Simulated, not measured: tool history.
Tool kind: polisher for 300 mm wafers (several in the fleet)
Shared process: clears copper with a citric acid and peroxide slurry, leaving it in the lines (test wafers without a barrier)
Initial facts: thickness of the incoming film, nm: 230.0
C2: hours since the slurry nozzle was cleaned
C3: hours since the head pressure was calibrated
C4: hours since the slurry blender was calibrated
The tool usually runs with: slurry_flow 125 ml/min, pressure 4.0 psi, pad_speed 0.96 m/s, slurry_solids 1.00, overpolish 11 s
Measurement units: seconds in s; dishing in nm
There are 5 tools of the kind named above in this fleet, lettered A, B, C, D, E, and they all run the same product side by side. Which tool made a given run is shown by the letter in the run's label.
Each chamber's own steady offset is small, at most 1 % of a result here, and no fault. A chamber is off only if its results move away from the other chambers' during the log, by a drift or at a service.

Run 1A, day 0.296: usual settings; wafers polished on this pad 575; C2 170.7; C3 119.0; C4 219.7. Result: seconds 72.051 s, dishing 25.847 nm.
Run 2E, day 0.479: usual settings; wafers polished on this pad 155; C2 33.8; C3 386.0; C4 116.9. Result: seconds 70.519 s, dishing 26.173 nm.
Run 3C, day 0.775: usual settings; wafers polished on this pad 377; C2 235.1; C3 733.7; C4 220.1. Result: seconds 71.366 s, dishing 25.685 nm.
Run 4D, day 1.008: usual settings; wafers polished on this pad 488; C2 180.1; C3 472.8; C4 183.5. Result: seconds 71.528 s, dishing 25.704 nm.
Run 5B, day 1.292: usual settings; wafers polished on this pad 645; C2 148.5; C3 810.2; C4 42.3. Result: seconds 72.394 s, dishing 26.752 nm.
Run 6B, day 1.488: usual settings; wafers polished on this pad 669; C2 153.2; C3 814.9; C4 47.0. Result: seconds 72.872 s, dishing 25.845 nm.
Run 7C, day 1.717: usual settings; wafers polished on this pad 493; C2 257.7; C3 756.3; C4 242.7. Result: seconds 73.851 s, dishing 25.767 nm.
Run 8D, day 2.004: usual settings; wafers polished on this pad 610; C2 204.0; C3 496.7; C4 207.4. Result: seconds 73.851 s, dishing 25.870 nm.
Run 9A, day 2.204: usual settings; wafers polished on this pad 810; C2 216.5; C3 164.8; C4 265.5. Result: seconds 73.031 s, dishing 26.972 nm.
Run 10E, day 2.350: usual settings; wafers polished on this pad 386; C2 78.7; C3 430.9; C4 161.8. Result: seconds 71.146 s, dishing 26.843 nm.
At day 2.542: chamber D: worn pad replaced by a new one.
Run 11A, day 2.608: usual settings; wafers polished on this pad 860; C2 226.2; C3 174.5; C4 275.2. Result: seconds 72.906 s, dishing 25.859 nm.
Run 12E, day 2.904: usual settings; wafers polished on this pad 455; C2 92.0; C3 444.2; C4 175.1. Result: seconds 71.853 s, dishing 26.240 nm.
At day 3.033: chamber A: worn pad replaced by a new one.
Run 13C, day 3.167: usual settings; wafers polished on this pad 672; C2 292.5; C3 791.1; C4 277.5. Result: seconds 75.511 s, dishing 26.577 nm.
At day 3.233: chamber B: worn pad replaced by a new one.
Run 14D, day 3.312: usual settings; wafers polished on this pad 95; C2 235.4; C3 528.1; C4 238.8. Result: seconds 71.594 s, dishing 26.425 nm.
Run 15B, day 3.583: usual settings but pad_speed 0.70 m/s, slurry_solids 1.25; wafers polished on this pad 43; C2 203.5; C3 865.2; C4 97.3. Result: seconds 95.965 s, dishing 20.613 nm.
Run 16C, day 3.733: usual settings but pad_speed 0.70 m/s, slurry_solids 1.25; wafers polished on this pad 742; C2 306.1; C3 804.7; C4 291.1. Result: seconds 93.446 s, dishing 20.699 nm.
At day 3.750: chamber C: worn pad replaced by a new one.
At day 3.817: chamber D: slurry blender recalibrated.
Run 17D, day 3.908: usual settings but pad_speed 0.70 m/s, slurry_solids 1.25; wafers polished on this pad 168; C2 249.7; C3 542.4; C4 2.2. Result: seconds 95.533 s, dishing 20.960 nm.
Run 18A, day 4.062: usual settings but pad_speed 0.70 m/s, slurry_solids 1.25; wafers polished on this pad 127; C2 261.1; C3 209.4; C4 310.1. Result: seconds 94.815 s, dishing 19.842 nm.
Run 19E, day 4.346: usual settings but pad_speed 0.70 m/s, slurry_solids 1.25; wafers polished on this pad 633; C2 126.6; C3 478.8; C4 209.7. Result: seconds 92.214 s, dishing 19.858 nm.
Run 20B, day 4.617: usual settings; wafers polished on this pad 171; C2 228.3; C3 890.0; C4 122.1. Result: seconds 71.078 s, dishing 25.873 nm.
Run 21A, day 4.896: usual settings; wafers polished on this pad 230; C2 281.1; C3 229.4; C4 330.1. Result: seconds 70.951 s, dishing 25.366 nm.
At day 4.929: chamber E: worn pad replaced by a new one.
Run 22D, day 5.196: usual settings but slurry_flow 150 ml/min, pressure 3.1 psi; wafers polished on this pad 327; C2 280.6; C3 573.3; C4 33.1. Result: seconds 89.455 s, dishing 21.024 nm.
At day 5.288: chamber E: slurry blender recalibrated.
Run 23C, day 5.479: usual settings but slurry_flow 150 ml/min, pressure 3.1 psi; wafers polished on this pad 213; C2 348.0; C3 846.6; C4 333.0. Result: seconds 89.766 s, dishing 20.864 nm.
At day 5.617: chamber E: head pressure recalibrated.
Run 24B, day 5.629: usual settings but slurry_flow 150 ml/min, pressure 3.1 psi; wafers polished on this pad 296; C2 252.6; C3 914.3; C4 146.4. Result: seconds 92.677 s, dishing 21.364 nm.
Run 25E, day 5.800: usual settings but slurry_flow 150 ml/min, pressure 3.1 psi; wafers polished on this pad 107; C2 161.5; C3 4.4; C4 12.4. Result: seconds 87.556 s, dishing 21.407 nm.
Run 26A, day 6.083: usual settings but slurry_flow 150 ml/min, pressure 3.1 psi; wafers polished on this pad 376; C2 309.6; C3 257.9; C4 358.6. Result: seconds 88.269 s, dishing 20.708 nm.
Run 27D, day 6.254: usual settings; wafers polished on this pad 458; C2 306.0; C3 598.7; C4 58.5. Result: seconds 72.737 s, dishing 25.422 nm.
Run 28C, day 6.392: usual settings; wafers polished on this pad 326; C2 369.9; C3 868.5; C4 354.9. Result: seconds 70.686 s, dishing 25.054 nm.
Run 29B, day 6.650: usual settings; wafers polished on this pad 421; C2 277.1; C3 938.8; C4 170.9. Result: seconds 72.404 s, dishing 25.679 nm.
At day 6.783: chamber D: worn pad replaced by a new one.
Run 30E, day 6.833: usual settings; wafers polished on this pad 235; C2 186.3; C3 29.2; C4 37.2. Result: seconds 72.943 s, dishing 26.149 nm.
Run 31C, day 7.100: usual settings; wafers polished on this pad 413; C2 386.9; C3 885.5; C4 371.9. Result: seconds 71.864 s, dishing 25.649 nm.
Run 32B, day 7.325: usual settings; wafers polished on this pad 505; C2 293.3; C3 955.0; C4 187.1. Result: seconds 72.329 s, dishing 26.649 nm.
Run 33A, day 7.525: usual settings; wafers polished on this pad 554; C2 344.2; C3 292.5; C4 393.2. Result: seconds 75.300 s, dishing 26.117 nm.
At day 7.554: chamber C: head pressure recalibrated.
Run 34E, day 7.712: usual settings; wafers polished on this pad 343; C2 207.4; C3 50.3; C4 58.3. Result: seconds 73.152 s, dishing 25.384 nm.
At day 7.888: chamber E: slurry nozzle cleaned.
Run 35D, day 8.008: usual settings but pressure 3.5 psi, overpolish 5 s; wafers polished on this pad 151; C2 348.1; C3 640.8; C4 100.6. Result: seconds 83.492 s, dishing 10.865 nm.
Run 36D, day 8.242: usual settings but pressure 3.5 psi, overpolish 5 s; wafers polished on this pad 180; C2 353.7; C3 646.4; C4 106.2. Result: seconds 82.017 s, dishing 10.516 nm.
Run 37E, day 8.400: usual settings but pressure 3.5 psi, overpolish 5 s; wafers polished on this pad 428; C2 12.4; C3 66.8; C4 74.8. Result: seconds 82.270 s, dishing 10.898 nm.
Run 38C, day 8.638: usual settings but pressure 3.5 psi, overpolish 5 s; wafers polished on this pad 603; C2 423.8; C3 26.0; C4 408.8. Result: seconds 83.136 s, dishing 10.667 nm.
Run 39B, day 8.908: usual settings but pressure 3.5 psi, overpolish 5 s; wafers polished on this pad 700; C2 331.3; C3 993.0; C4 225.1. Result: seconds 84.389 s, dishing 11.142 nm.
Run 40A, day 9.188: usual settings; wafers polished on this pad 759; C2 384.1; C3 332.4; C4 433.1. Result: seconds 72.178 s, dishing 25.952 nm.

Decide between three cases: one chamber stands off from its peers, the gauge reading all wafers drifts, or nothing is wrong past each chamber's small offset. Where a chamber is off, say which and what most likely put it there.

No chamber stands off beyond its own small offset, and the gauge holds steady.
